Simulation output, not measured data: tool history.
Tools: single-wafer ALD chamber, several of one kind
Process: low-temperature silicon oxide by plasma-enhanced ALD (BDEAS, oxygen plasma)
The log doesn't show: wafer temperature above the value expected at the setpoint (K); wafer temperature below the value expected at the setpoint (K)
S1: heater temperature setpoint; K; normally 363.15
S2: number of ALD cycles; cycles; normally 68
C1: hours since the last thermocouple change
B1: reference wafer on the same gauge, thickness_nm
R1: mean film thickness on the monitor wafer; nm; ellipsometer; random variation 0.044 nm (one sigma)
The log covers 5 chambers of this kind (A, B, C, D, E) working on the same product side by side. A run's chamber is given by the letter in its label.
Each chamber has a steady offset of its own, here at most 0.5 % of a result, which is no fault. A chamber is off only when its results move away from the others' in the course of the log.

{"run": "1A", "hour": 13.5, "S1": 363.15, "S2": 68, "C1": 364.7, "B1": 9.3994, "R1": 10.052}
{"run": "2E", "hour": 28.8, "S1": 363.15, "S2": 68, "C1": 809.3, "B1": 9.4066, "R1": 10}
{"run": "3B", "hour": 37.4, "S1": 363.15, "S2": 68, "C1": 860.2, "B1": 9.408, "R1": 10.015}
{"run": "4D", "hour": 50.5, "S1": 363.15, "S2": 68, "C1": 530.8, "B1": 9.4076, "R1": 10.081}
{"run": "5C", "hour": 64.1, "S1": 363.15, "S2": 68, "C1": 2024.1, "B1": 9.3898, "R1": 10.068}
{"run": "6C", "hour": 76.7, "S1": 363.15, "S2": 68, "C1": 2036.7, "B1": 9.4024, "R1": 10.096}
{"run": "7E", "hour": 89.7, "S1": 363.15, "S2": 68, "C1": 870.2, "B1": 9.4019, "R1": 10.027}
{"run": "8D", "hour": 100.2, "S1": 363.15, "S2": 68, "C1": 580.5, "B1": 9.3935, "R1": 10.026}
{"run": "9B", "hour": 113.1, "S1": 363.15, "S2": 68, "C1": 935.9, "B1": 9.4002, "R1": 10.078}
{"run": "10A", "hour": 122.2, "S1": 350.15, "S2": 77, "C1": 473.4, "B1": 9.4036, "R1": 11.965}
{"run": "11E", "hour": 131.9, "S1": 350.15, "S2": 77, "C1": 912.4, "B1": 9.3923, "R1": 11.857}
{"run": "12C", "hour": 139.3, "S1": 350.15, "S2": 77, "C1": 2099.3, "B1": 9.4096, "R1": 11.873}
{"hour": 143.9, "done": "chamber C: thermocouple changed; heater temperature recalibrated"}
{"run": "13B", "hour": 152.3, "S1": 350.15, "S2": 77, "C1": 975.1, "B1": 9.3893, "R1": 11.923}
{"run": "14D", "hour": 163.3, "S1": 350.15, "S2": 77, "C1": 643.6, "B1": 9.4092, "R1": 11.827}
{"run": "15A", "hour": 173.3, "S1": 363.15, "S2": 68, "C1": 524.5, "B1": 9.402, "R1": 10.122}
{"run": "16D", "hour": 185.0, "S1": 363.15, "S2": 68, "C1": 665.3, "B1": 9.4014, "R1": 9.9811}
{"run": "17B", "hour": 198.5, "S1": 363.15, "S2": 68, "C1": 1021.3, "B1": 9.4007, "R1": 9.9873}
{"run": "18A", "hour": 207.1, "S1": 363.15, "S2": 68, "C1": 558.3, "B1": 9.3898, "R1": 10.106}
{"run": "19C", "hour": 220.0, "S1": 363.15, "S2": 68, "C1": 76.1, "B1": 9.4064, "R1": 10.042}
{"run": "20E", "hour": 234.1, "S1": 363.15, "S2": 68, "C1": 1014.6, "B1": 9.4098, "R1": 10.044}
{"run": "21A", "hour": 245.9, "S1": 363.15, "S2": 68, "C1": 597.1, "B1": 9.3911, "R1": 10.076}
{"run": "22B", "hour": 259.5, "S1": 363.15, "S2": 68, "C1": 1082.3, "B1": 9.3937, "R1": 10.047}
{"run": "23C", "hour": 275.6, "S1": 363.15, "S2": 68, "C1": 131.7, "B1": 9.4054, "R1": 10.076}
{"run": "24D", "hour": 283.5, "S1": 363.15, "S2": 68, "C1": 763.8, "B1": 9.4033, "R1": 10.089}
{"run": "25E", "hour": 295.3, "S1": 363.15, "S2": 68, "C1": 1075.8, "B1": 9.4058, "R1": 10.113}
{"run": "26A", "hour": 307.0, "S1": 363.15, "S2": 68, "C1": 658.2, "B1": 9.4047, "R1": 10.082}
{"run": "27D", "hour": 314.7, "S1": 363.15, "S2": 68, "C1": 795, "B1": 9.402, "R1": 10.041}
{"run": "28C", "hour": 321.9, "S1": 363.15, "S2": 64, "C1": 178, "B1": 9.3874, "R1": 9.4843}
{"run": "29E", "hour": 337.0, "S1": 363.15, "S2": 64, "C1": 1117.5, "B1": 9.3918, "R1": 9.4688}
{"run": "30B", "hour": 352.3, "S1": 363.15, "S2": 64, "C1": 1175.1, "B1": 9.4068, "R1": 9.4412}
{"run": "31E", "hour": 366.2, "S1": 363.15, "S2": 64, "C1": 1146.7, "B1": 9.402, "R1": 9.4833}
{"run": "32C", "hour": 373.3, "S1": 363.15, "S2": 64, "C1": 229.4, "B1": 9.412, "R1": 9.4415}
{"run": "33D", "hour": 380.4, "S1": 363.15, "S2": 68, "C1": 860.7, "B1": 9.405, "R1": 10.074}
{"run": "34A", "hour": 388.9, "S1": 363.15, "S2": 68, "C1": 740.1, "B1": 9.3929, "R1": 10.049}
{"run": "35B", "hour": 402.4, "S1": 363.15, "S2": 68, "C1": 1225.2, "B1": 9.3977, "R1": 10.028}
{"run": "36A", "hour": 413.6, "S1": 363.15, "S2": 68, "C1": 764.8, "B1": 9.3981, "R1": 10.116}
{"run": "37C", "hour": 423.1, "S1": 363.15, "S2": 68, "C1": 279.2, "B1": 9.4076, "R1": 10.047}
{"hour": 425.0, "done": "chamber B: thermocouple changed; heater temperature recalibrated"}
{"run": "38B", "hour": 437.8, "S1": 363.15, "S2": 68, "C1": 12.9, "B1": 9.4062, "R1": 10.142}
{"run": "39E", "hour": 452.8, "S1": 372.15, "S2": 79, "C1": 1233.3, "B1": 9.3959, "R1": 11.242}
{"run": "40D", "hour": 466.1, "S1": 372.15, "S2": 79, "C1": 946.4, "B1": 9.4019, "R1": 11.254}
{"run": "41C", "hour": 479.1, "S1": 372.15, "S2": 79, "C1": 335.2, "B1": 9.3979, "R1": 11.321}
{"run": "42D", "hour": 490.6, "S1": 372.15, "S2": 79, "C1": 970.9, "B1": 9.4005, "R1": 11.271}
{"run": "43E", "hour": 506.7, "S1": 372.15, "S2": 79, "C1": 1287.2, "B1": 9.4085, "R1": 11.23}

All chambers now run identical settings, listed one chamber a line with results as question marks. What results will each chamber show?
{"run": "44A", "hour": 518.4, "S1": 355.15, "S2": 68, "R1": "?"}
{"run": "44B", "hour": 518.4, "S1": 355.15, "S2": 68, "R1": "?"}
{"run": "44C", "hour": 518.4, "S1": 355.15, "S2": 68, "R1": "?"}
{"run": "44D", "hour": 518.4, "S1": 355.15, "S2": 68, "R1": "?"}
{"run": "44E", "hour": 518.4, "S1": 355.15, "S2": 68, "R1": "?"}

run=44A R1=10.423
run=44B R1=10.299
run=44C R1=10.331
run=44D R1=10.395
run=44E R1=10.313
